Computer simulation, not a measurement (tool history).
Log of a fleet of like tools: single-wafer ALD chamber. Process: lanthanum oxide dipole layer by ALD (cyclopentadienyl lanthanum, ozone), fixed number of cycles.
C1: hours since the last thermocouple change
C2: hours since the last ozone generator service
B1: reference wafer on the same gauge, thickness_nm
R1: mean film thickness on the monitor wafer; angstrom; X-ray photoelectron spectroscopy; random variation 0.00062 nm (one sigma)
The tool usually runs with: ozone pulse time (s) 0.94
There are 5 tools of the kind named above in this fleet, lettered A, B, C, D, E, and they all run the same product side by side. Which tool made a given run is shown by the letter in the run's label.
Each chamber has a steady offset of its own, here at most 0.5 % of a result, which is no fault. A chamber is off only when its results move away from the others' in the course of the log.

Run 1B, hour 8.6: usual settings; C1 1000.5; C2 812.2; B1 0.48596. Result: R1 4.8741 angstrom.
Run 2D, hour 15.3: usual settings; C1 995.0; C2 289.0; B1 0.48579. Result: R1 4.8787 angstrom.
Run 3E, hour 24.5: usual settings; C1 661.8; C2 195.8; B1 0.48572. Result: R1 4.9140 angstrom.
Run 4A, hour 30.6: usual settings; C1 1129.8; C2 174.3; B1 0.48574. Result: R1 4.9078 angstrom.
Run 5C, hour 35.5: usual settings; C1 448.8; C2 320.8; B1 0.48577. Result: R1 4.8731 angstrom.
Run 6D, hour 42.0: usual settings; C1 1021.7; C2 315.7; B1 0.48558. Result: R1 4.8854 angstrom.
Run 7B, hour 50.6: usual settings; C1 1042.5; C2 854.2; B1 0.48548. Result: R1 4.8758 angstrom.
Run 8C, hour 59.6: usual settings; C1 472.9; C2 344.9; B1 0.48560. Result: R1 4.8626 angstrom.
Run 9A, hour 67.9: usual settings; C1 1167.1; C2 211.6; B1 0.48529. Result: R1 4.8947 angstrom.
Run 10E, hour 75.3: usual settings but ozone pulse time (s) 0.57; C1 712.6; C2 246.6; B1 0.48532. Result: R1 3.9721 angstrom.
Run 11E, hour 83.1: usual settings but ozone pulse time (s) 0.57; C1 720.4; C2 254.4; B1 0.48530. Result: R1 3.9666 angstrom.
Run 12D, hour 88.1: usual settings but ozone pulse time (s) 0.57; C1 1067.8; C2 361.8; B1 0.48512. Result: R1 3.9200 angstrom.
Run 13A, hour 93.2: usual settings but ozone pulse time (s) 0.57; C1 1192.4; C2 236.9; B1 0.48527. Result: R1 3.8859 angstrom.
Run 14B, hour 101.1: usual settings but ozone pulse time (s) 0.57; C1 1093.0; C2 904.7; B1 0.48520. Result: R1 3.9169 angstrom.
Run 15C, hour 106.4: usual settings; C1 519.7; C2 391.7; B1 0.48499. Result: R1 4.8661 angstrom.
Run 16E, hour 111.2: usual settings; C1 748.5; C2 282.5; B1 0.48481. Result: R1 4.9267 angstrom.
Run 17B, hour 118.0: usual settings; C1 1109.9; C2 921.6; B1 0.48503. Result: R1 4.8644 angstrom.
Run 18D, hour 126.7: usual settings; C1 1106.4; C2 400.4; B1 0.48475. Result: R1 4.8753 angstrom.
Run 19A, hour 133.1: usual settings; C1 1232.3; C2 276.8; B1 0.48483. Result: R1 4.8978 angstrom.
Run 20C, hour 142.6: usual settings; C1 555.9; C2 427.9; B1 0.48454. Result: R1 4.8823 angstrom.
Run 21E, hour 146.8: usual settings; C1 784.1; C2 318.1; B1 0.48473. Result: R1 4.9038 angstrom.
Run 22C, hour 154.5: usual settings; C1 567.8; C2 439.8; B1 0.48455. Result: R1 4.8667 angstrom.
Run 23D, hour 159.8: usual settings; C1 1139.5; C2 433.5; B1 0.48460. Result: R1 4.8820 angstrom.
Run 24A, hour 169.4: usual settings; C1 1268.6; C2 313.1; B1 0.48433. Result: R1 4.8757 angstrom.
Run 25B, hour 176.7: usual settings; C1 1168.6; C2 980.3; B1 0.48439. Result: R1 4.8623 angstrom.
Run 26C, hour 183.2: usual settings; C1 596.5; C2 468.5; B1 0.48435. Result: R1 4.8670 angstrom.
Run 27B, hour 187.5: usual settings; C1 1179.4; C2 991.1; B1 0.48416. Result: R1 4.8704 angstrom.
Run 28E, hour 196.0: usual settings; C1 833.3; C2 367.3; B1 0.48435. Result: R1 4.8965 angstrom.
Run 29D, hour 202.4: usual settings; C1 1182.1; C2 476.1; B1 0.48423. Result: R1 4.8794 angstrom.
Run 30A, hour 207.9: usual settings; C1 1307.1; C2 351.6; B1 0.48404. Result: R1 4.8809 angstrom.
Run 31A, hour 215.7: usual settings; C1 1314.9; C2 359.4; B1 0.48421. Result: R1 4.8775 angstrom.
Run 32C, hour 223.1: usual settings but ozone pulse time (s) 0.62; C1 636.4; C2 508.4; B1 0.48396. Result: R1 4.0779 angstrom.
Run 33D, hour 231.1: usual settings but ozone pulse time (s) 0.62; C1 1210.8; C2 504.8; B1 0.48388. Result: R1 4.0773 angstrom.
Run 34B, hour 239.0: usual settings but ozone pulse time (s) 0.62; C1 1230.9; C2 1042.6; B1 0.48391. Result: R1 4.0889 angstrom.
Run 35E, hour 247.1: usual settings but ozone pulse time (s) 0.62; C1 884.4; C2 418.4; B1 0.48373. Result: R1 4.1321 angstrom.
Run 36D, hour 256.3: usual settings but ozone pulse time (s) 0.62; C1 1236.0; C2 530.0; B1 0.48369. Result: R1 4.0812 angstrom.
Run 37B, hour 262.8: usual settings; C1 1254.7; C2 1066.4; B1 0.48367. Result: R1 4.8497 angstrom.
Run 38A, hour 268.0: usual settings; C1 1367.2; C2 411.7; B1 0.48354. Result: R1 4.8802 angstrom.

Next, all 5 chambers run the settings below, one line each with question marks for the results. What does each chamber give?
Run 39A, hour 274.8: usual settings but ozone pulse time (s) 1.17. Result: R1 ?.
Run 39B, hour 274.8: usual settings but ozone pulse time (s) 1.17. Result: R1 ?.
Run 39C, hour 274.8: usual settings but ozone pulse time (s) 1.17. Result: R1 ?.
Run 39D, hour 274.8: usual settings but ozone pulse time (s) 1.17. Result: R1 ?.
Run 39E, hour 274.8: usual settings but ozone pulse time (s) 1.17. Result: R1 ?.

run      R1
39A  5.2103
39B  5.1706
39C  5.1701
39D  5.1929
39E  5.2196
